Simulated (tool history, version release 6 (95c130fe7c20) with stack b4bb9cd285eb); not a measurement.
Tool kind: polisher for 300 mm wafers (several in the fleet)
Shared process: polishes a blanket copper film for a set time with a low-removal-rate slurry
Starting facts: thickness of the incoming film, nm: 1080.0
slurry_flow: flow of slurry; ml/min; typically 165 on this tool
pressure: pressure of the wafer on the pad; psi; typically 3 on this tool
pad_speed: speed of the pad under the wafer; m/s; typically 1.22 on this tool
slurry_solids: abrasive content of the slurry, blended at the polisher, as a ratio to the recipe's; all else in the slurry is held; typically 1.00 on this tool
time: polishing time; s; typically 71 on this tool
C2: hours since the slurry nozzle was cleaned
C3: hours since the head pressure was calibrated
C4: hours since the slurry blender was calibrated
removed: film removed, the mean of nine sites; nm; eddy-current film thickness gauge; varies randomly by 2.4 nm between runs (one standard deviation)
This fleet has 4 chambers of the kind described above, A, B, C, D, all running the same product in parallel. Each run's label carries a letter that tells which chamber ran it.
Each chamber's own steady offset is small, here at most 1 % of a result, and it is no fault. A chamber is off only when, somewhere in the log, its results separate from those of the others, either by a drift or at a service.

Run 1C, day 0.388: usual settings; wafers polished on this pad 642; C2 59.2; C3 166.2; C4 108.7. Result: removed 299.06 nm.
At day 0.525: chamber D: worn pad replaced by a new one.
Run 2D, day 0.729: usual settings; wafers polished on this pad 65; C2 116.9; C3 506.1; C4 364.3. Result: removed 303.61 nm.
At day 0.921: chamber D: slurry blender recalibrated.
At day 1.038: chamber B: slurry nozzle cleaned.
Run 3B, day 1.146: usual settings; wafers polished on this pad 1329; C2 2.7; C3 425.3; C4 310.6. Result: removed 301.51 nm.
At day 1.342: chamber B: worn pad replaced by a new one.
At day 1.342: chamber C: slurry blender recalibrated.
Run 4A, day 1.479: usual settings; wafers polished on this pad 707; C2 300.2; C3 521.0; C4 198.0. Result: removed 294.20 nm.
At day 1.550: chamber C: worn pad replaced by a new one.
Run 5D, day 1.992: usual settings; wafers polished on this pad 463; C2 147.2; C3 536.4; C4 25.8. Result: removed 302.42 nm.
Run 6A, day 2.408: usual settings; wafers polished on this pad 1000; C2 322.5; C3 543.3; C4 220.3. Result: removed 295.90 nm.
At day 2.542: chamber A: slurry blender recalibrated.
Run 7B, day 2.821: usual settings; wafers polished on this pad 466; C2 42.9; C3 465.5; C4 350.8. Result: removed 302.30 nm.
At day 3.012: chamber A: worn pad replaced by a new one.
At day 3.238: chamber A: slurry nozzle cleaned.
Run 8C, day 3.429: usual settings but slurry_solids 1.25; wafers polished on this pad 593; C2 132.2; C3 239.2; C4 50.1. Result: removed 312.99 nm.
At day 3.821: chamber D: slurry nozzle cleaned.
Run 9B, day 4.004: usual settings but slurry_solids 1.25; wafers polished on this pad 839; C2 71.3; C3 493.9; C4 379.2. Result: removed 312.45 nm.
At day 4.062: chamber D: worn pad replaced by a new one.
Run 10C, day 4.358: usual settings but slurry_solids 1.25; wafers polished on this pad 886; C2 154.5; C3 261.5; C4 72.4. Result: removed 318.15 nm.
Run 11A, day 4.954: usual settings but slurry_solids 1.25; wafers polished on this pad 613; C2 41.2; C3 604.4; C4 57.9. Result: removed 318.16 nm.
At day 5.433: chamber B: worn pad replaced by a new one.
At day 5.508: chamber C: worn pad replaced by a new one.
Run 12D, day 5.508: usual settings; wafers polished on this pad 456; C2 40.6; C3 620.8; C4 110.2. Result: removed 304.25 nm.
Run 13B, day 6.071: usual settings but time 49 s; wafers polished on this pad 201; C2 120.9; C3 543.5; C4 428.8. Result: removed 208.45 nm.
At day 6.171: chamber C: slurry blender recalibrated.
At day 6.279: chamber A: worn pad replaced by a new one.
Run 14A, day 6.542: usual settings but time 49 s; wafers polished on this pad 82; C2 79.3; C3 642.5; C4 96.0. Result: removed 207.06 nm.
At day 7.079: chamber D: worn pad replaced by a new one.
Run 15D, day 7.079: usual settings but time 49 s; wafers polished on this pad 0; C2 78.3; C3 658.5; C4 147.9. Result: removed 210.42 nm.
Run 16C, day 7.488: usual settings but time 49 s; wafers polished on this pad 624; C2 229.6; C3 336.6; C4 31.7. Result: removed 210.10 nm.
Run 17C, day 7.804: usual settings; wafers polished on this pad 724; C2 237.2; C3 344.2; C4 39.3. Result: removed 299.87 nm.
At day 8.129: chamber B: slurry blender recalibrated.
Run 18A, day 8.267: usual settings; wafers polished on this pad 626; C2 120.7; C3 683.9; C4 137.4. Result: removed 300.36 nm.
Run 19D, day 8.567: usual settings; wafers polished on this pad 469; C2 114.0; C3 694.2; C4 183.6. Result: removed 301.18 nm.
Run 20B, day 8.862: usual settings; wafers polished on this pad 1081; C2 187.9; C3 610.5; C4 17.6. Result: removed 299.16 nm.
At day 8.904: chamber C: worn pad replaced by a new one.
At day 9.100: chamber B: worn pad replaced by a new one.
Run 21D, day 9.442: usual settings; wafers polished on this pad 745; C2 135.0; C3 715.2; C4 204.6. Result: removed 303.43 nm.
At day 9.496: chamber A: worn pad replaced by a new one.
Run 22C, day 9.792: usual settings; wafers polished on this pad 280; C2 284.9; C3 391.9; C4 87.0. Result: removed 306.51 nm.
Run 23B, day 10.088: usual settings; wafers polished on this pad 312; C2 217.3; C3 639.9; C4 47.0. Result: removed 299.08 nm.
At day 10.292: chamber D: worn pad replaced by a new one.
At day 10.521: chamber A: head pressure recalibrated.
Run 24A, day 10.725: usual settings; wafers polished on this pad 388; C2 179.7; C3 5.0; C4 196.4. Result: removed 298.33 nm.
Run 25C, day 11.250: usual settings; wafers polished on this pad 740; C2 319.9; C3 426.9; C4 122.0. Result: removed 299.66 nm.
Run 26A, day 11.596: usual settings; wafers polished on this pad 662; C2 200.6; C3 25.9; C4 217.3. Result: removed 302.30 nm.
At day 11.812: chamber D: slurry nozzle cleaned.
Run 27D, day 12.004: usual settings; wafers polished on this pad 540; C2 4.7; C3 776.7; C4 266.1. Result: removed 304.20 nm.
At day 12.212: chamber C: worn pad replaced by a new one.
Run 28B, day 12.417: usual settings; wafers polished on this pad 1046; C2 273.2; C3 695.8; C4 102.9. Result: removed 299.20 nm.
At day 12.521: chamber C: slurry blender recalibrated.
At day 12.688: chamber A: worn pad replaced by a new one.
Run 29C, day 12.812: usual settings; wafers polished on this pad 189; C2 357.4; C3 464.4; C4 7.0. Result: removed 302.08 nm.
At day 13.154: chamber A: slurry blender recalibrated.
Run 30B, day 13.292: usual settings; wafers polished on this pad 1322; C2 294.2; C3 716.8; C4 123.9. Result: removed 297.92 nm.
At day 13.312: chamber D: worn pad replaced by a new one.
At day 13.338: chamber B: worn pad replaced by a new one.
Run 31D, day 13.900: usual settings; wafers polished on this pad 185; C2 50.2; C3 822.2; C4 311.6. Result: removed 300.32 nm.
Run 32A, day 14.517: usual settings; wafers polished on this pad 576; C2 270.7; C3 96.0; C4 32.7. Result: removed 298.41 nm.
Run 33D, day 14.971: usual settings but slurry_flow 105 ml/min, time 54 s; wafers polished on this pad 523; C2 75.9; C3 847.9; C4 337.3. Result: removed 207.17 nm.
At day 15.267: chamber A: slurry nozzle cleaned.
Run 34A, day 15.558: usual settings but slurry_flow 105 ml/min, time 54 s; wafers polished on this pad 905; C2 7.0; C3 121.0; C4 57.7. Result: removed 209.04 nm.
At day 15.854: chamber C: worn pad replaced by a new one.
Run 35B, day 15.912: usual settings but slurry_flow 105 ml/min, time 54 s; wafers polished on this pad 813; C2 357.1; C3 779.7; C4 186.8. Result: removed 209.52 nm.
At day 16.021: chamber D: slurry blender recalibrated.
Run 36C, day 16.392: usual settings but slurry_flow 105 ml/min, time 54 s; wafers polished on this pad 169; C2 443.3; C3 550.3; C4 92.9. Result: removed 210.24 nm.
Run 37D, day 16.758: usual settings; wafers polished on this pad 1087; C2 118.8; C3 890.8; C4 17.8. Result: removed 300.69 nm.
Run 38C, day 17.254: usual settings; wafers polished on this pad 441; C2 464.0; C3 571.0; C4 113.6. Result: removed 299.10 nm.

Each of the 4 chambers runs these same settings next. Fill in every chamber's results:
Run 39A, day 17.721: usual settings but pad_speed 1.48 m/s. Result: removed ?.
Run 39B, day 17.721: usual settings but pad_speed 1.48 m/s. Result: removed ?.
Run 39C, day 17.721: usual settings but pad_speed 1.48 m/s. Result: removed ?.
Run 39D, day 17.721: usual settings but pad_speed 1.48 m/s. Result: removed ?.

run  removed
39A   361.13
39B   367.14
39C   368.55
39D   364.83
